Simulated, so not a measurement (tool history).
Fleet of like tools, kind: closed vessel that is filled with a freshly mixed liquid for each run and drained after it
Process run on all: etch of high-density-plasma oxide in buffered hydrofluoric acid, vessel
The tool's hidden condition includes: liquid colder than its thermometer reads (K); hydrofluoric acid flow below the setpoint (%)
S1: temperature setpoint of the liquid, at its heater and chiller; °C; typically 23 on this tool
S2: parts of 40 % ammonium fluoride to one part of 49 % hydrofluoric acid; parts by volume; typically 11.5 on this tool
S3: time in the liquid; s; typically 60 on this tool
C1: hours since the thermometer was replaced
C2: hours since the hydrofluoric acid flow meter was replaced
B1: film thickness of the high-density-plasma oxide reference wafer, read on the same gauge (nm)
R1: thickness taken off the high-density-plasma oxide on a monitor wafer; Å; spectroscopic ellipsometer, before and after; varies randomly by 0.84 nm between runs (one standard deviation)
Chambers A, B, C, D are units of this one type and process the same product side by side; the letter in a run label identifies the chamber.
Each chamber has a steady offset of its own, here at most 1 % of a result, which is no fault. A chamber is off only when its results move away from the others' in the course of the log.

run   hour  S1    S2  S3      C1      C2      B1       R1
 1C   10.0  23  11.5  60  1567.4   565.3  29.996   946.38
 2D   18.8  23  11.5  60  1982.8   556.1  29.975   929.28
 3A   28.5  23  11.5  60    65.7   635.9  29.958   932.60
 4B   36.0  23  11.5  60  1495.1   886.8  30.004   916.74
 5D   49.4  23  11.5  60  2013.4   586.7  29.973   927.11
 6A   57.2  23  11.5  60    94.4   664.6  30.017   928.94
 7C   71.2  23  11.5  60  1628.6   626.5  30.023   932.24
 8B   81.1  23  11.5  60  1540.2   931.9  29.959   932.14
 9C   94.8  23  11.5  60  1652.2   650.1  30.020   946.79
10B  108.4  23  11.5  60  1567.5   959.2  30.022   928.09
11A  115.5  23  11.5  60   152.7   722.9  29.998   936.20
12D  127.3  23  11.5  60  2091.3   664.6  30.009   902.73
     130.0  -- chamber C: hydrofluoric acid flow meter replaced
     135.9  -- chamber A: hydrofluoric acid flow meter replaced
13D  137.0  23  11.5  60  2101.0   674.3  30.004   902.62
14C  144.1  23  11.5  60  1701.5    14.1  30.012   937.94
15B  151.2  23  11.5  60  1610.3  1002.0  29.995   940.24
16A  158.7  23  11.5  60   195.9    22.8  30.015   938.36
17D  172.9  23   9.5  90  2136.9   710.2  29.970  1609.40
18A  184.5  23   9.5  90   221.7    48.6  29.999  1644.50
19C  198.7  23   9.5  90  1756.1    68.7  30.029  1691.60
20B  205.9  23   9.5  90  1665.0  1056.7  29.960  1643.30
21B  216.8  23  11.5  60  1675.9  1067.6  30.031   934.47
22A  229.2  23  11.5  60   266.4    93.3  29.957   943.17
23D  239.4  23  11.5  60  2203.4   776.7  30.020   873.12
24C  248.3  23  11.5  60  1805.7   118.3  29.948   929.51
     252.5  -- chamber D: thermometer replaced
25D  259.5  23  11.5  60     7.0   796.8  29.971   854.28
26A  272.0  23  11.5  60   309.2   136.1  30.024   940.52
27C  280.4  23  11.5  60  1837.8   150.4  29.998   942.19
28B  290.3  23  11.5  60  1749.4  1141.1  30.009   939.62

Is one chamber out of step, is the gauge drifting, or do the chambers differ by no more than their own small offsets? For an off chamber, give its letter and the likeliest cause.

One chamber, D, drifts off from the rest bit by bit.
Cause: hydrofluoric acid flow below the setpoint (%) = 8.31.

Here are 4 candidates for chamber D's next run, each the usual settings with a change, their results left as question marks. Which one brings its results back in line with what the others give on the usual settings?
Allowed miss from the other chambers' usual-settings mean, per result, to count as in line: R1 29.00 Å
29D-1  300.9  23.5  11.5  60               ?
29D-2  300.9  22.5  11.5  60               ?
29D-3  300.9  24.5  11.5  60               ?
29D-4  300.9  23.0  11.5  55               ?

On the usual settings, the other chambers give on average: R1 935.63 Å
  run      R1
29D-1  879.22
29D-2  832.23
29D-3  928.54
29D-4  784.15
29D-3 brings the chamber back in line.

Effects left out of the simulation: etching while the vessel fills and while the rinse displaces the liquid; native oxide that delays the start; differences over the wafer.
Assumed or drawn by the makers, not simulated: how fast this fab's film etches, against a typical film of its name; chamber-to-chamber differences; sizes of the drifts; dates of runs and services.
